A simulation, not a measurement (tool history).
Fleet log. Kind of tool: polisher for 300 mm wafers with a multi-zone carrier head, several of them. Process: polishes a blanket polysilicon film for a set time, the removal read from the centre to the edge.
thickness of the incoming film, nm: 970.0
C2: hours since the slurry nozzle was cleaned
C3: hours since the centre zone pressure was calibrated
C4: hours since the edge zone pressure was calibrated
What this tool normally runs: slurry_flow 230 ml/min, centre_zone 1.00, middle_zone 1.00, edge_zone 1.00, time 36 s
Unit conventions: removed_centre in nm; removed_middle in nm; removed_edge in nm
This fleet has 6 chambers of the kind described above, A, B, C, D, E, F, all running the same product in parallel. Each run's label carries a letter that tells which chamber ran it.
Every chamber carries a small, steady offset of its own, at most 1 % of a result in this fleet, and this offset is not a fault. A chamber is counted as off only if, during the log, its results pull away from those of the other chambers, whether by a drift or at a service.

{"hour": 3.5, "done": "chamber A: worn pad replaced by a new one"}
{"hour": 4.1, "done": "chamber B: worn pad replaced by a new one"}
{"run": "1A", "hour": 4.2, "slurry_flow": 230, "centre_zone": 1.0, "middle_zone": 1.0, "edge_zone": 1.0, "time": 36, "wafers polished on this pad": 5, "C2": 182.6, "C3": 824.0, "C4": 357.7, "removed_centre": 372.25, "removed_middle": 363.56, "removed_edge": 370.48}
{"run": "2D", "hour": 7.2, "slurry_flow": 230, "centre_zone": 1.0, "middle_zone": 1.0, "edge_zone": 1.0, "time": 36, "wafers polished on this pad": 675, "C2": 70.9, "C3": 631.1, "C4": 222.5, "removed_centre": 362.01, "removed_middle": 368.09, "removed_edge": 369.75}
{"run": "3B", "hour": 12.4, "slurry_flow": 230, "centre_zone": 1.0, "middle_zone": 1.0, "edge_zone": 1.0, "time": 36, "wafers polished on this pad": 63, "C2": 358.5, "C3": 644.4, "C4": 470.4, "removed_centre": 356.16, "removed_middle": 364.33, "removed_edge": 366.78}
{"run": "4F", "hour": 15.5, "slurry_flow": 230, "centre_zone": 1.0, "middle_zone": 1.0, "edge_zone": 1.0, "time": 36, "wafers polished on this pad": 619, "C2": 682.2, "C3": 925.0, "C4": 153.2, "removed_centre": 361.43, "removed_middle": 360.7, "removed_edge": 362.92}
{"hour": 18.7, "done": "chamber F: worn pad replaced by a new one"}
{"run": "5C", "hour": 19.8, "slurry_flow": 230, "centre_zone": 1.0, "middle_zone": 1.0, "edge_zone": 1.0, "time": 36, "wafers polished on this pad": 287, "C2": 248.6, "C3": 482.1, "C4": 678.2, "removed_centre": 366.18, "removed_middle": 365.41, "removed_edge": 367.94}
{"run": "6E", "hour": 23.2, "slurry_flow": 230, "centre_zone": 1.0, "middle_zone": 1.0, "edge_zone": 1.0, "time": 36, "wafers polished on this pad": 1274, "C2": 196.5, "C3": 388.6, "C4": 292.6, "removed_centre": 366.69, "removed_middle": 359.63, "removed_edge": 368.97}
{"run": "7C", "hour": 27.3, "slurry_flow": 230, "centre_zone": 1.0, "middle_zone": 1.0, "edge_zone": 1.0, "time": 36, "wafers polished on this pad": 345, "C2": 256.1, "C3": 489.6, "C4": 685.7, "removed_centre": 359.89, "removed_middle": 368.02, "removed_edge": 368.92}
{"run": "8E", "hour": 32.3, "slurry_flow": 230, "centre_zone": 1.0, "middle_zone": 1.0, "edge_zone": 1.0, "time": 36, "wafers polished on this pad": 1344, "C2": 205.6, "C3": 397.7, "C4": 301.7, "removed_centre": 362.19, "removed_middle": 366.38, "removed_edge": 369.18}
{"run": "9F", "hour": 37.0, "slurry_flow": 230, "centre_zone": 1.0, "middle_zone": 1.0, "edge_zone": 1.0, "time": 36, "wafers polished on this pad": 140, "C2": 703.7, "C3": 946.5, "C4": 174.7, "removed_centre": 365.34, "removed_middle": 363.76, "removed_edge": 365.07}
{"hour": 38.2, "done": "chamber E: worn pad replaced by a new one"}
{"run": "10A", "hour": 42.2, "slurry_flow": 290, "centre_zone": 1.0, "middle_zone": 1.0, "edge_zone": 1.0, "time": 36, "wafers polished on this pad": 297, "C2": 220.6, "C3": 862.0, "C4": 395.7, "removed_centre": 380.61, "removed_middle": 375.5, "removed_edge": 375.08}
{"run": "11D", "hour": 47.6, "slurry_flow": 290, "centre_zone": 1.0, "middle_zone": 1.0, "edge_zone": 1.0, "time": 36, "wafers polished on this pad": 985, "C2": 111.3, "C3": 671.5, "C4": 262.9, "removed_centre": 377.33, "removed_middle": 371.67, "removed_edge": 378.47}
{"hour": 50.1, "done": "chamber B: edge zone pressure recalibrated"}
{"run": "12B", "hour": 51.1, "slurry_flow": 290, "centre_zone": 1.0, "middle_zone": 1.0, "edge_zone": 1.0, "time": 36, "wafers polished on this pad": 360, "C2": 397.2, "C3": 683.1, "C4": 1.0, "removed_centre": 375.7, "removed_middle": 371.24, "removed_edge": 374.58}
{"hour": 51.9, "done": "chamber D: worn pad replaced by a new one"}
{"run": "13D", "hour": 56.2, "slurry_flow": 290, "centre_zone": 1.0, "middle_zone": 1.0, "edge_zone": 1.0, "time": 36, "wafers polished on this pad": 33, "C2": 119.9, "C3": 680.1, "C4": 271.5, "removed_centre": 386.36, "removed_middle": 377.9, "removed_edge": 371.78}
{"run": "14B", "hour": 59.7, "slurry_flow": 290, "centre_zone": 1.0, "middle_zone": 1.0, "edge_zone": 1.0, "time": 36, "wafers polished on this pad": 426, "C2": 405.8, "C3": 691.7, "C4": 9.6, "removed_centre": 380.82, "removed_middle": 378.3, "removed_edge": 375.06}
{"run": "15A", "hour": 62.3, "slurry_flow": 290, "centre_zone": 1.0, "middle_zone": 1.0, "edge_zone": 1.0, "time": 36, "wafers polished on this pad": 451, "C2": 240.7, "C3": 882.1, "C4": 415.8, "removed_centre": 372.92, "removed_middle": 372.28, "removed_edge": 378.93}
{"run": "16F", "hour": 67.1, "slurry_flow": 230, "centre_zone": 1.0, "middle_zone": 1.0, "edge_zone": 1.0, "time": 36, "wafers polished on this pad": 371, "C2": 733.8, "C3": 976.6, "C4": 204.8, "removed_centre": 369.59, "removed_middle": 360.56, "removed_edge": 363.39}
{"hour": 67.8, "done": "chamber F: slurry nozzle cleaned"}
{"run": "17E", "hour": 71.0, "slurry_flow": 175, "centre_zone": 1.0, "middle_zone": 1.0, "edge_zone": 0.92, "time": 36, "wafers polished on this pad": 251, "C2": 244.3, "C3": 436.4, "C4": 340.4, "removed_centre": 346.87, "removed_middle": 347.89, "removed_edge": 343.46}
{"run": "18C", "hour": 73.9, "slurry_flow": 175, "centre_zone": 1.0, "middle_zone": 1.0, "edge_zone": 0.92, "time": 36, "wafers polished on this pad": 702, "C2": 302.7, "C3": 536.2, "C4": 732.3, "removed_centre": 350.28, "removed_middle": 353.73, "removed_edge": 340.26}
{"run": "19C", "hour": 76.9, "slurry_flow": 175, "centre_zone": 1.0, "middle_zone": 1.0, "edge_zone": 0.92, "time": 36, "wafers polished on this pad": 725, "C2": 305.7, "C3": 539.2, "C4": 735.3, "removed_centre": 346.45, "removed_middle": 354.54, "removed_edge": 336.87}
{"run": "20E", "hour": 80.7, "slurry_flow": 175, "centre_zone": 1.0, "middle_zone": 1.0, "edge_zone": 0.92, "time": 36, "wafers polished on this pad": 326, "C2": 254.0, "C3": 446.1, "C4": 350.1, "removed_centre": 348.26, "removed_middle": 348.5, "removed_edge": 339.72}
{"run": "21A", "hour": 84.5, "slurry_flow": 175, "centre_zone": 1.0, "middle_zone": 1.0, "edge_zone": 0.92, "time": 36, "wafers polished on this pad": 621, "C2": 262.9, "C3": 904.3, "C4": 438.0, "removed_centre": 350.78, "removed_middle": 349.43, "removed_edge": 335.97}
{"hour": 86.1, "done": "chamber C: slurry nozzle cleaned"}
{"run": "22F", "hour": 88.4, "slurry_flow": 175, "centre_zone": 1.0, "middle_zone": 1.0, "edge_zone": 0.92, "time": 36, "wafers polished on this pad": 534, "C2": 20.6, "C3": 997.9, "C4": 226.1, "removed_centre": 353.05, "removed_middle": 349.77, "removed_edge": 345.9}
{"hour": 88.7, "done": "chamber F: worn pad replaced by a new one"}
{"run": "23B", "hour": 91.1, "slurry_flow": 230, "centre_zone": 1.0, "middle_zone": 1.0, "edge_zone": 1.0, "time": 36, "wafers polished on this pad": 667, "C2": 437.2, "C3": 723.1, "C4": 41.0, "removed_centre": 361.9, "removed_middle": 365.36, "removed_edge": 366.75}
{"hour": 95.3, "done": "chamber C: worn pad replaced by a new one"}
{"run": "24D", "hour": 96.5, "slurry_flow": 230, "centre_zone": 1.0, "middle_zone": 1.0, "edge_zone": 1.0, "time": 36, "wafers polished on this pad": 342, "C2": 160.2, "C3": 720.4, "C4": 311.8, "removed_centre": 365.73, "removed_middle": 363.79, "removed_edge": 363.31}
{"run": "25E", "hour": 99.6, "slurry_flow": 230, "centre_zone": 1.0, "middle_zone": 1.0, "edge_zone": 1.0, "time": 36, "wafers polished on this pad": 471, "C2": 272.9, "C3": 465.0, "C4": 369.0, "removed_centre": 360.51, "removed_middle": 367.32, "removed_edge": 373.37}
{"run": "26D", "hour": 104.7, "slurry_flow": 230, "centre_zone": 1.0, "middle_zone": 1.0, "edge_zone": 1.0, "time": 36, "wafers polished on this pad": 405, "C2": 168.4, "C3": 728.6, "C4": 320.0, "removed_centre": 366.85, "removed_middle": 363.52, "removed_edge": 365.94}
{"run": "27F", "hour": 108.4, "slurry_flow": 300, "centre_zone": 1.0, "middle_zone": 1.0, "edge_zone": 1.0, "time": 46, "wafers polished on this pad": 151, "C2": 40.6, "C3": 1017.9, "C4": 246.1, "removed_centre": 479.41, "removed_middle": 477.56, "removed_edge": 478.28}
{"hour": 108.9, "done": "chamber B: worn pad replaced by a new one"}
{"run": "28B", "hour": 113.1, "slurry_flow": 300, "centre_zone": 1.0, "middle_zone": 1.0, "edge_zone": 1.0, "time": 46, "wafers polished on this pad": 32, "C2": 459.2, "C3": 745.1, "C4": 63.0, "removed_centre": 484.41, "removed_middle": 482.97, "removed_edge": 479.8}
{"run": "29A", "hour": 118.5, "slurry_flow": 300, "centre_zone": 1.0, "middle_zone": 1.0, "edge_zone": 1.0, "time": 46, "wafers polished on this pad": 882, "C2": 296.9, "C3": 938.3, "C4": 472.0, "removed_centre": 471.73, "removed_middle": 485.26, "removed_edge": 479.68}
{"run": "30C", "hour": 122.4, "slurry_flow": 300, "centre_zone": 1.0, "middle_zone": 1.0, "edge_zone": 1.0, "time": 46, "wafers polished on this pad": 208, "C2": 36.3, "C3": 584.7, "C4": 780.8, "removed_centre": 487.55, "removed_middle": 488.17, "removed_edge": 475.01}
{"run": "31C", "hour": 126.5, "slurry_flow": 300, "centre_zone": 1.0, "middle_zone": 1.0, "edge_zone": 1.0, "time": 46, "wafers polished on this pad": 239, "C2": 40.4, "C3": 588.8, "C4": 784.9, "removed_centre": 481.32, "removed_middle": 490.52, "removed_edge": 479.36}
{"run": "32E", "hour": 132.0, "slurry_flow": 300, "centre_zone": 1.0, "middle_zone": 1.0, "edge_zone": 1.0, "time": 46, "wafers polished on this pad": 719, "C2": 305.3, "C3": 497.4, "C4": 401.4, "removed_centre": 481.09, "removed_middle": 481.78, "removed_edge": 479.89}
{"run": "33B", "hour": 136.4, "slurry_flow": 230, "centre_zone": 1.0, "middle_zone": 1.0, "edge_zone": 1.0, "time": 36, "wafers polished on this pad": 211, "C2": 482.5, "C3": 768.4, "C4": 86.3, "removed_centre": 366.59, "removed_middle": 366.81, "removed_edge": 366.54}
{"run": "34F", "hour": 141.6, "slurry_flow": 230, "centre_zone": 1.09, "middle_zone": 1.11, "edge_zone": 1.0, "time": 36, "wafers polished on this pad": 406, "C2": 73.8, "C3": 1051.1, "C4": 279.3, "removed_centre": 397.79, "removed_middle": 401.48, "removed_edge": 362.51}
{"run": "35D", "hour": 146.7, "slurry_flow": 230, "centre_zone": 1.09, "middle_zone": 1.11, "edge_zone": 1.0, "time": 36, "wafers polished on this pad": 727, "C2": 210.4, "C3": 770.6, "C4": 362.0, "removed_centre": 407.56, "removed_middle": 403.52, "removed_edge": 370.25}
{"run": "36A", "hour": 149.4, "slurry_flow": 230, "centre_zone": 1.09, "middle_zone": 1.11, "edge_zone": 1.0, "time": 36, "wafers polished on this pad": 1119, "C2": 327.8, "C3": 969.2, "C4": 502.9, "removed_centre": 396.83, "removed_middle": 400.13, "removed_edge": 367.51}
{"run": "37D", "hour": 152.3, "slurry_flow": 230, "centre_zone": 1.09, "middle_zone": 1.11, "edge_zone": 1.0, "time": 36, "wafers polished on this pad": 770, "C2": 216.0, "C3": 776.2, "C4": 367.6, "removed_centre": 412.28, "removed_middle": 404.66, "removed_edge": 370.57}
{"run": "38E", "hour": 154.7, "slurry_flow": 230, "centre_zone": 1.09, "middle_zone": 1.11, "edge_zone": 1.0, "time": 36, "wafers polished on this pad": 893, "C2": 328.0, "C3": 520.1, "C4": 424.1, "removed_centre": 399.37, "removed_middle": 402.23, "removed_edge": 365.89}
{"run": "39A", "hour": 158.2, "slurry_flow": 230, "centre_zone": 1.09, "middle_zone": 1.11, "edge_zone": 1.0, "time": 36, "wafers polished on this pad": 1186, "C2": 336.6, "C3": 978.0, "C4": 511.7, "removed_centre": 399.45, "removed_middle": 403.66, "removed_edge": 365.72}
{"run": "40B", "hour": 160.9, "slurry_flow": 230, "centre_zone": 1.0, "middle_zone": 1.0, "edge_zone": 1.0, "time": 36, "wafers polished on this pad": 398, "C2": 507.0, "C3": 792.9, "C4": 110.8, "removed_centre": 367.87, "removed_middle": 363.67, "removed_edge": 363.03}
{"run": "41C", "hour": 166.3, "slurry_flow": 230, "centre_zone": 1.0, "middle_zone": 1.0, "edge_zone": 1.0, "time": 36, "wafers polished on this pad": 544, "C2": 80.2, "C3": 628.6, "C4": 824.7, "removed_centre": 370.14, "removed_middle": 368.16, "removed_edge": 365.45}

Is one chamber off against the others, does the gauge drift, or is nothing wrong? If a chamber is off, say which, and what the likeliest cause is.

Nothing is wrong: each chamber keeps only its own small, steady offset and the gauge holds still.

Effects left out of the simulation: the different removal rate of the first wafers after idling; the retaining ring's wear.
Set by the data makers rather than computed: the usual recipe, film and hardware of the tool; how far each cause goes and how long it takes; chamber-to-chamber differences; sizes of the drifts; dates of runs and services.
